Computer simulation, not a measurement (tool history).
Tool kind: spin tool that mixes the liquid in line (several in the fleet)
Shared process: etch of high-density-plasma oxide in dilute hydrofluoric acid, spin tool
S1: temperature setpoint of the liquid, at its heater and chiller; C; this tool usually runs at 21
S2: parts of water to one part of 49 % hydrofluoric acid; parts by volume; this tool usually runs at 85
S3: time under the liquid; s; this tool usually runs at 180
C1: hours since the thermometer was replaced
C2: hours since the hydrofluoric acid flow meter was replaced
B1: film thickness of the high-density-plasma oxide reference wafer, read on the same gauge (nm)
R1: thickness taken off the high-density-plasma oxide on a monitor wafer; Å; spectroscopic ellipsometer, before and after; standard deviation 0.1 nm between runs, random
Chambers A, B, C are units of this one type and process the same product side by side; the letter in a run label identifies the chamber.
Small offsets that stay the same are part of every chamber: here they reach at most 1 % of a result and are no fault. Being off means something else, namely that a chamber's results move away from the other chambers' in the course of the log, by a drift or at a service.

| run | hour | S1 | S2 | S3 | C1 | C2 | B1 | R1 |
|---|---|---|---|---|---|---|---|---|
| 1A | 10.2 | 21 | 85 | 180 | 1415.6 | 668.6 | 120 | 111.03 |
| 2B | 23.3 | 21 | 85 | 180 | 707.8 | 758.5 | 120 | 112.53 |
| 3C | 29.6 | 21 | 85 | 180 | 1391 | 486.8 | 120.01 | 111.26 |
| 4C | 38.6 | 21 | 85 | 180 | 1400 | 495.8 | 119.94 | 110.62 |
| 5A | 47.4 | 21 | 85 | 180 | 1452.8 | 705.8 | 120 | 112.16 |
| 6B | 58 | 21 | 85 | 180 | 742.5 | 793.2 | 119.94 | 113.53 |
|  | 59.1 | chamber A: thermometer replaced |
| 7A | 72.1 | 21 | 85 | 180 | 13 | 730.5 | 119.97 | 111.99 |
| 8B | 83.9 | 21 | 85 | 180 | 768.4 | 819.1 | 120.01 | 112.67 |
| 9C | 91.3 | 21 | 85 | 180 | 1452.7 | 548.5 | 119.99 | 111.44 |
| 10B | 102 | 21 | 85 | 180 | 786.5 | 837.2 | 119.99 | 112.75 |
| 11A | 110.1 | 21 | 85 | 180 | 51 | 768.5 | 119.96 | 111.23 |
| 12C | 118.3 | 21 | 85 | 180 | 1479.7 | 575.5 | 120.02 | 110.89 |
| 13C | 125.7 | 24.5 | 115 | 180 | 1487.1 | 582.9 | 120 | 90.389 |
| 14A | 132.7 | 24.5 | 115 | 180 | 73.6 | 791.1 | 119.99 | 90.408 |
| 15B | 145.8 | 24.5 | 115 | 180 | 830.3 | 881 | 119.96 | 93.298 |
| 16A | 152.4 | 21 | 85 | 180 | 93.3 | 810.8 | 119.98 | 112.28 |
| 17B | 165.4 | 21 | 85 | 180 | 849.9 | 900.6 | 120.02 | 115.42 |
| 18C | 179 | 18.5 | 85 | 80 | 1540.4 | 636.2 | 120.01 | 44.872 |
| 19A | 190.2 | 18.5 | 85 | 80 | 131.1 | 848.6 | 120 | 44.572 |
| 20C | 196.9 | 18.5 | 85 | 80 | 1558.3 | 654.1 | 120.03 | 44.81 |
| 21B | 207.3 | 21 | 55 | 285 | 891.8 | 942.5 | 120 | 289.14 |
| 22C | 219.8 | 21 | 55 | 285 | 1581.2 | 677 | 120.02 | 289.78 |
| 23A | 226.1 | 21 | 55 | 285 | 167 | 884.5 | 120.03 | 280.75 |
| 24B | 235.2 | 18.5 | 65 | 180 | 919.7 | 970.4 | 119.97 | 141.38 |
| 25B | 249 | 18.5 | 65 | 180 | 933.5 | 984.2 | 119.97 | 141.49 |
| 26A | 257.5 | 18.5 | 65 | 180 | 198.4 | 915.9 | 119.98 | 135.47 |
| 27C | 267.6 | 21 | 85 | 180 | 1629 | 724.8 | 120 | 111.62 |
| 28A | 279.3 | 21 | 85 | 180 | 220.2 | 937.7 | 120 | 113.47 |
| 29C | 289.9 | 21 | 85 | 180 | 1651.3 | 747.1 | 120 | 111.55 |
| 30B | 298.7 | 21 | 85 | 180 | 983.2 | 1033.9 | 119.98 | 117.38 |
| 31A | 310.7 | 21 | 85 | 180 | 251.6 | 969.1 | 119.99 | 111.9 |
| 32C | 323.6 | 21 | 85 | 180 | 1685 | 780.8 | 119.95 | 112.73 |

For the next run the whole fleet of 3 chambers uses the same settings. Give each chamber's results:
| 33A | 334 | 21 | 85 | 180 |  |  |  | ? |
| 33B | 334 | 21 | 85 | 180 |  |  |  | ? |
| 33C | 334 | 21 | 85 | 180 |  |  |  | ? |

| run | R1 |
|---|---|
| 33A | 113.8 |
| 33B | 118.44 |
| 33C | 110.8 |
